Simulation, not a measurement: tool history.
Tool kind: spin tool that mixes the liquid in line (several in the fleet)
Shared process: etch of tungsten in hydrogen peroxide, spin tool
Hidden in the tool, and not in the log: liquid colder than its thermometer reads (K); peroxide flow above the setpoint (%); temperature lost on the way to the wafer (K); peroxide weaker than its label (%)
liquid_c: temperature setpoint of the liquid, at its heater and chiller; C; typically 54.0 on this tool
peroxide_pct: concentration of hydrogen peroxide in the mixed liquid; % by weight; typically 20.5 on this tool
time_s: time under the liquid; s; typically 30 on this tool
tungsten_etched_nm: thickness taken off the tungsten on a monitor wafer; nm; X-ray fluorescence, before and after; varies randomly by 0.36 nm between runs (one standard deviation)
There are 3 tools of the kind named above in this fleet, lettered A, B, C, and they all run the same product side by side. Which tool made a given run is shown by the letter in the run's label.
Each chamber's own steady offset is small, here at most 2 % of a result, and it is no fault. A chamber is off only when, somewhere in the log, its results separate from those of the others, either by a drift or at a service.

run,hour,liquid_c,peroxide_pct,time_s,hours since the thermometer was replaced,hours since the peroxide flow meter was replaced,hours since the heated supply line was repaired,hours since the drum of peroxide was connected,"read-back film thickness of the tungsten reference wafer, read on the same gauge (nm)",tungsten_etched_nm
1B,9.6,54.0,20.5,30,21.2,675.7,1956.0,366.0,69.986,55.074
2A,18.0,54.0,20.5,30,2017.0,1700.6,1156.2,510.6,70.008,55.313
3C,27.2,54.0,20.5,30,836.9,440.7,256.0,285.4,70.012,54.934
4A,37.6,54.0,20.5,30,2036.6,1720.2,1175.8,530.2,70.022,54.828
5C,45.6,54.0,20.5,30,855.3,459.1,274.4,303.8,70.009,56.045
6B,56.5,54.0,20.5,30,68.1,722.6,2002.9,412.9,69.985,55.301
7C,69.1,54.0,20.5,30,878.8,482.6,297.9,327.3,69.997,54.805
8B,83.6,54.0,20.5,30,95.2,749.7,2030.0,440.0,69.985,56.057
9A,91.5,54.0,20.5,30,2090.5,1774.1,1229.7,584.1,69.993,54.686
10C,106.6,54.0,20.5,30,916.3,520.1,335.4,364.8,70.013,55.155
11A,122.4,54.0,20.5,30,2121.4,1805.0,1260.6,615.0,69.983,54.384
12B,135.2,54.0,20.5,30,146.8,801.3,2081.6,491.6,69.997,55.388
13B,150.4,54.0,20.5,30,162.0,816.5,2096.8,506.8,69.972,54.467
14A,163.3,48.0,20.5,45,2162.3,1845.9,1301.5,655.9,69.994,56.746
15C,178.1,48.0,20.5,45,987.8,591.6,406.9,436.3,70.005,56.417
16A,191.8,48.0,20.5,45,2190.8,1874.4,1330.0,684.4,70.010,57.375
17B,199.4,54.0,20.5,30,211.0,865.5,2145.8,555.8,69.996,54.800
18C,206.5,54.0,20.5,30,1016.2,620.0,435.3,464.7,70.014,54.331
# hour 222.4: chamber A: thermometer replaced
19A,222.7,54.0,20.5,30,0.4,1905.3,1360.9,715.3,70.005,54.998
20C,238.3,54.0,20.5,30,1048.0,651.8,467.1,496.5,69.999,53.693
21B,249.6,54.0,20.5,30,261.2,915.7,2196.0,606.0,69.993,55.593
# hour 250.4: chamber B: peroxide flow meter replaced
22A,262.4,54.0,20.5,30,40.1,1945.0,1400.6,755.0,70.011,54.669
23C,278.6,48.0,20.5,30,1088.3,692.1,507.4,536.8,70.003,36.981
24B,292.0,48.0,20.5,30,303.6,41.6,2238.4,648.4,69.998,37.947
25C,302.5,48.0,20.5,30,1112.2,716.0,531.3,560.7,70.019,37.436
26A,310.1,54.0,20.5,30,87.8,1992.7,1448.3,802.7,69.990,54.977
27B,326.5,54.0,20.5,30,338.1,76.1,2272.9,682.9,69.997,55.257
28C,340.1,54.0,20.5,30,1149.8,753.6,568.9,598.3,70.008,53.744
29A,353.7,54.0,20.5,30,131.4,2036.3,1491.9,846.3,69.998,55.056
30B,366.8,54.0,20.5,30,378.4,116.4,2313.2,723.2,69.999,55.218
# hour 372.8: chamber A: new drum of peroxide connected
31B,375.9,54.0,20.5,30,387.5,125.5,2322.3,732.3,69.985,55.036
32A,386.3,54.0,20.5,30,164.0,2068.9,1524.5,13.5,69.985,55.041
33C,399.4,54.0,20.5,30,1209.1,812.9,628.2,657.6,69.998,53.465
34A,415.5,45.5,20.5,45,193.2,2098.1,1553.7,42.7,70.011,48.956
35C,427.2,45.5,20.5,45,1236.9,840.7,656.0,685.4,70.013,46.887
# hour 440.0: chamber C: heated supply line repaired
36B,443.1,45.5,20.5,45,454.7,192.7,2389.5,799.5,70.007,49.653
37C,458.8,54.0,20.5,30,1268.5,872.3,18.9,717.0,70.011,53.090
38A,467.7,54.0,20.5,30,245.4,2150.3,1605.9,94.9,70.011,55.618
39B,478.2,54.0,20.5,30,489.8,227.8,2424.6,834.6,70.001,54.983
40B,488.3,50.5,20.5,30,499.9,237.9,2434.7,844.7,69.998,44.771
41A,503.1,50.5,20.5,30,280.8,2185.7,1641.3,130.3,69.998,44.477
42C,515.4,50.5,20.5,30,1325.1,928.9,75.5,773.6,69.988,42.453
43C,526.4,54.0,20.5,30,1336.1,939.9,86.5,784.6,69.990,51.702
44B,540.9,54.0,20.5,30,552.5,290.5,2487.3,897.3,70.024,54.960

For the next run the whole fleet of 3 chambers uses the same settings. Give each chamber's results:
45A,552.8,54.0,20.5,30,,,,,,?
45B,552.8,54.0,20.5,30,,,,,,?
45C,552.8,54.0,20.5,30,,,,,,?

run,tungsten_etched_nm
45A,54.487
45B,55.688
45C,51.460
